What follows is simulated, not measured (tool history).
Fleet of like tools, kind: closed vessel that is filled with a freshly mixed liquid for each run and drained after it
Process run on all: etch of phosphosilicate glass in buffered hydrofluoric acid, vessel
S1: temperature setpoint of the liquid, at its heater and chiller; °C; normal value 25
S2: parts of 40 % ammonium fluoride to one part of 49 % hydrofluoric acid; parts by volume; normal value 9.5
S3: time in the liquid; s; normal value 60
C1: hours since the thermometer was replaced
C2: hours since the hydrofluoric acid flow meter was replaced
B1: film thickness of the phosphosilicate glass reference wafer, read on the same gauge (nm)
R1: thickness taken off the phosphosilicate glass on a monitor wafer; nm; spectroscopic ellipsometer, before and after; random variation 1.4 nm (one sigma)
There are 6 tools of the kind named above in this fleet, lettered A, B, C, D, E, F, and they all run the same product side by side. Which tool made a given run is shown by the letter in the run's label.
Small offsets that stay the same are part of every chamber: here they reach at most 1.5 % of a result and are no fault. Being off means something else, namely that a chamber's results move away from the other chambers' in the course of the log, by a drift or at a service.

| run | day | S1 | S2 | S3 | C1 | C2 | B1 | R1 |
|---|---|---|---|---|---|---|---|---|
| 1E | 0.158 | 25 | 9.5 | 60 | 695.5 | 1987.1 | 69.973 | 270.94 |
| 2D | 0.4 | 25 | 9.5 | 60 | 319.2 | 532.6 | 69.998 | 267.93 |
| 3F | 0.629 | 25 | 9.5 | 60 | 755.8 | 1998.6 | 69.989 | 270.49 |
| 4C | 0.8 | 25 | 9.5 | 60 | 590.8 | 399.5 | 69.999 | 268.56 |
| 5A | 1.071 | 25 | 9.5 | 60 | 84.5 | 1596.2 | 70.013 | 272.71 |
| 6B | 1.242 | 22 | 12 | 60 | 1031.9 | 116.8 | 70.006 | 183.07 |
| 7B | 1.508 | 22 | 12 | 60 | 1038.3 | 123.2 | 70.006 | 185.16 |
| 8C | 1.746 | 22 | 12 | 60 | 613.5 | 422.2 | 69.995 | 183.72 |
| 9D | 2 | 22 | 12 | 60 | 357.6 | 571 | 70.008 | 185.83 |
| 10E | 2.279 | 22 | 12 | 60 | 746.4 | 2038 | 70.008 | 189.37 |
| 11F | 2.446 | 22 | 12 | 60 | 799.4 | 2042.2 | 69.999 | 183.23 |
| 12A | 2.608 | 25 | 9.5 | 60 | 121.4 | 1633.1 | 69.978 | 272.02 |
| 13D | 2.792 | 25 | 9.5 | 60 | 376.6 | 590 | 70.014 | 270.49 |
| 14E | 3.071 | 25 | 9.5 | 60 | 765.4 | 2057 | 69.986 | 274.39 |
| 15A | 3.246 | 25 | 9.5 | 60 | 136.7 | 1648.4 | 70.01 | 270.86 |
| 16B | 3.375 | 25 | 9.5 | 60 | 1083.1 | 168 | 69.983 | 268.93 |
| 17C | 3.638 | 25 | 9.5 | 60 | 658.9 | 467.6 | 69.988 | 263.17 |
| 18F | 3.775 | 25 | 9.5 | 60 | 831.3 | 2074.1 | 69.987 | 268.63 |
| 19A | 4.008 | 25 | 9.5 | 60 | 155 | 1666.7 | 69.965 | 272.4 |
| 20E | 4.138 | 25 | 9.5 | 60 | 791 | 2082.6 | 70.007 | 274.65 |
| 21D | 4.296 | 25 | 9.5 | 60 | 412.7 | 626.1 | 69.974 | 270.71 |
| 22F | 4.512 | 25 | 9.5 | 60 | 849 | 2091.8 | 70.002 | 269.18 |
| 23B | 4.8 | 25 | 9.5 | 60 | 1117.3 | 202.2 | 70.009 | 268.06 |
| 24C | 5.079 | 25 | 9.5 | 60 | 693.5 | 502.2 | 70.013 | 260.92 |
| 25D | 5.246 | 25 | 9.5 | 60 | 435.5 | 648.9 | 70.012 | 272.73 |
| 26A | 5.412 | 25 | 9.5 | 60 | 188.7 | 1700.4 | 69.997 | 272.13 |
| 27F | 5.55 | 25 | 9.5 | 60 | 873.9 | 2116.7 | 69.989 | 268.85 |
| 28C | 5.833 | 25 | 9.5 | 60 | 711.6 | 520.3 | 70.001 | 258.05 |
| 29E | 6.117 | 25 | 9.5 | 40 | 838.5 | 2130.1 | 70.03 | 181.12 |
| 30B | 6.358 | 25 | 9.5 | 40 | 1154.7 | 239.6 | 69.987 | 178.47 |
| 31F | 6.508 | 25 | 9.5 | 40 | 896.9 | 2139.7 | 70.013 | 177.67 |
| 32B | 6.65 | 25 | 9.5 | 40 | 1161.7 | 246.6 | 70.002 | 178.92 |
| 33C | 6.933 | 25 | 9.5 | 40 | 738 | 546.7 | 70.007 | 170.3 |
| 34E | 7.067 | 25 | 9.5 | 40 | 861.3 | 2152.9 | 70.027 | 182.75 |
| 35A | 7.217 | 25 | 9.5 | 60 | 232 | 1743.7 | 70.01 | 272.85 |
| 36D | 7.475 | 25 | 9.5 | 60 | 489 | 702.4 | 70.002 | 271.13 |
| 37C | 7.646 | 25 | 9.5 | 60 | 755.1 | 563.8 | 69.982 | 252.03 |
| 38A | 7.821 | 25 | 9.5 | 60 | 246.5 | 1758.2 | 70.005 | 270.89 |
| 39B | 8.012 | 25 | 9.5 | 60 | 1194.4 | 279.3 | 70.008 | 267.11 |

For the next run the whole fleet of 6 chambers uses the same settings. Give each chamber's results:
| 40A | 8.221 | 25 | 9.5 | 75 |  |  |  | ? |
| 40B | 8.221 | 25 | 9.5 | 75 |  |  |  | ? |
| 40C | 8.221 | 25 | 9.5 | 75 |  |  |  | ? |
| 40D | 8.221 | 25 | 9.5 | 75 |  |  |  | ? |
| 40E | 8.221 | 25 | 9.5 | 75 |  |  |  | ? |
| 40F | 8.221 | 25 | 9.5 | 75 |  |  |  | ? |

| run | R1 |
|---|---|
| 40A | 339.48 |
| 40B | 333.73 |
| 40C | 314.07 |
| 40D | 340.19 |
| 40E | 341.74 |
| 40F | 336.16 |

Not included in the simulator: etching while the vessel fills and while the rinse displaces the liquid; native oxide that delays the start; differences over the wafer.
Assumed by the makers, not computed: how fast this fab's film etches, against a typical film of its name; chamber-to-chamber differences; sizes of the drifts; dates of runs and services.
